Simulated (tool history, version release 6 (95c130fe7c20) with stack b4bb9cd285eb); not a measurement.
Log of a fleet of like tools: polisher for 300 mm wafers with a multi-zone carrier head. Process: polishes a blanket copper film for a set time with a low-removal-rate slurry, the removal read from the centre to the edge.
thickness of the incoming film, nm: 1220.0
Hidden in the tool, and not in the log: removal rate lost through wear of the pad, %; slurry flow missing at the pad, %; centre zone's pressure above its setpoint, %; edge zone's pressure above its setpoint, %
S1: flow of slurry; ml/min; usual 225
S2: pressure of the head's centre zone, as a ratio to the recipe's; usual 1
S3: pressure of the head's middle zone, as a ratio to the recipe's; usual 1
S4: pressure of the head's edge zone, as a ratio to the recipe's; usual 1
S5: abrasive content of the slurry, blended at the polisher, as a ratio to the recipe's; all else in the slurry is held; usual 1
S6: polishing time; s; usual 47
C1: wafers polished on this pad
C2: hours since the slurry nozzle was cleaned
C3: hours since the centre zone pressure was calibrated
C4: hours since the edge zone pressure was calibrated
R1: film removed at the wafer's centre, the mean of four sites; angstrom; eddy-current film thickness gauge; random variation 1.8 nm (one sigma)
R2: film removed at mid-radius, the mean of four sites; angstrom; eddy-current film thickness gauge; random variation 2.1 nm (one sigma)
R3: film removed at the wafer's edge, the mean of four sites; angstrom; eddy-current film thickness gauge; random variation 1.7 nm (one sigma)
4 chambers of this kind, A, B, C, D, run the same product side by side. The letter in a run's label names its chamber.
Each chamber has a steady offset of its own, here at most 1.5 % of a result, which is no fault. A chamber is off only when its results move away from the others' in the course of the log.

run   hour   S1  S2    S3  S4  S5  S6    C1     C2     C3     C4      R1      R2      R3
 1B    7.2  225   1     1   1   1  47   967  215.9  347.1  378.4  1488.3  1475.1  1504.8
 2D     12  225   1     1   1   1  47   570  104.5  271.1  145.2    1476  1492.3  1515.9
 3C   19.3  225   1     1   1   1  47   775   53.2  203.2  753.4  1481.5  1504.7  1499.9
      21.2  -- chamber B: worn pad replaced by a new one
 4A   25.7  225   1     1   1   1  47   570  554.7  658.5  268.7  1493.1    1505  1501.7
 5C   34.2  225   1     1   1   1  47   963   68.1  218.1  768.3  1477.7  1507.4  1513.7
 6D   40.6  225   1     1   1   1  47   929  133.1  299.7  173.8  1518.5  1521.1  1500.5
      44.1  -- chamber A: slurry nozzle cleaned
      47.7  -- chamber C: worn pad replaced by a new one
 7B   48.3  225   1     1   1   1  47   340    257  388.2  419.5  1476.5  1452.1  1454.2
        53  -- chamber A: worn pad replaced by a new one
 8A     53  225   1     1   1   1  47     0      9  685.8    296  1491.9  1515.1  1503.6
      56.4  -- chamber B: centre zone pressure recalibrated
 9C   57.6  225   1     1   1   1  47   124   91.5  241.5  791.7    1533  1487.6  1524.2
10B   66.3  225   1     1   1   1  47   566    275     10  437.5  1467.3  1481.7  1476.1
      68.1  -- chamber D: worn pad replaced by a new one
11D   74.5  225   1     1   1   1  47    81    167  333.6  207.7  1546.4  1536.2  1520.7
12A   79.5  225   1     1   1   1  47   334   35.5  712.3  322.5  1511.3  1514.7  1501.8
13D   86.4  225   1     1   1   1  47   231  178.9  345.5  219.6  1527.9  1513.2  1519.3
14A   92.6  225   1     1   1   1  47   498   48.6  725.4  335.6  1487.8  1511.2  1480.8
15B   97.8  225   1     1   1   1  47   962  306.5   41.5    469    1502  1484.3  1461.5
      98.9  -- chamber B: worn pad replaced by a new one
16C  104.6  225   1     1   1   1  47   715  138.5  288.5  838.7  1499.1  1472.7  1516.4
17D  108.5  225   1     1   1   1  47   508    201  367.6  241.7  1549.2    1475    1495
18A  115.2  225   1     1   1   1  47   782   71.2    748  358.2  1483.3    1494    1480
19C  120.9  225   1     1   1   1  47   920  154.8  304.8    855  1472.3  1505.6  1530.1
     126.7  -- chamber A: worn pad replaced by a new one
20B  128.6  225   1     1   1   1  47   373  337.3   72.3  499.8  1469.2  1491.9  1497.1
21C  134.6  225   1     1   1   1  47  1092  168.5  318.5  868.7  1489.7  1482.4  1502.2
     136.8  -- chamber C: worn pad replaced by a new one
22D  143.1  225   1     1   1   1  47   943  235.6  402.2  276.3  1604.5  1509.1  1508.5
23B  149.7  225   1     1   1   1  47   638  358.4   93.4  520.9  1493.8  1465.5  1497.3
24A  155.5  225   1     1   1   1  47   362  111.5  788.3  398.5  1513.3  1530.8  1473.7
25D    163  225   1     1   1   1  47  1193  255.5  422.1  296.2  1619.8    1526  1523.9
26A  171.4  225   1     1   1   1  47   562  127.4  804.2  414.4  1471.9  1465.4  1518.7
27C  178.6  225   1     1   1   1  47   525  212.5  362.5  912.7  1529.8  1485.7  1563.1
28B  184.4  225   1  1.06   1   1  59  1074  393.1  128.1  555.6  1854.4  1962.6  1860.5
     184.7  -- chamber B: worn pad replaced by a new one
29B  188.4  225   1  1.06   1   1  59    47  397.1  132.1  559.6  1876.2  2009.1  1865.1
30C  197.3  225   1  1.06   1   1  59   760  231.2  381.2  931.4  1886.3  1929.5  1942.4

Next, every chamber runs the same settings. What will each give?
31A  203.7  225   1   1  0.91   1  47                   ?   ?   ?
31B  203.7  225   1   1  0.91   1  47                   ?   ?   ?
31C  203.7  225   1   1  0.91   1  47                   ?   ?   ?
31D  203.7  225   1   1  0.91   1  47                   ?   ?   ?

run      R1      R2      R3
31A  1447.7  1501.7  1434.7
31B  1464.8  1491.2  1401.7
31C  1501.5  1494.6  1449.9
31D  1641.6  1498.2  1447.2
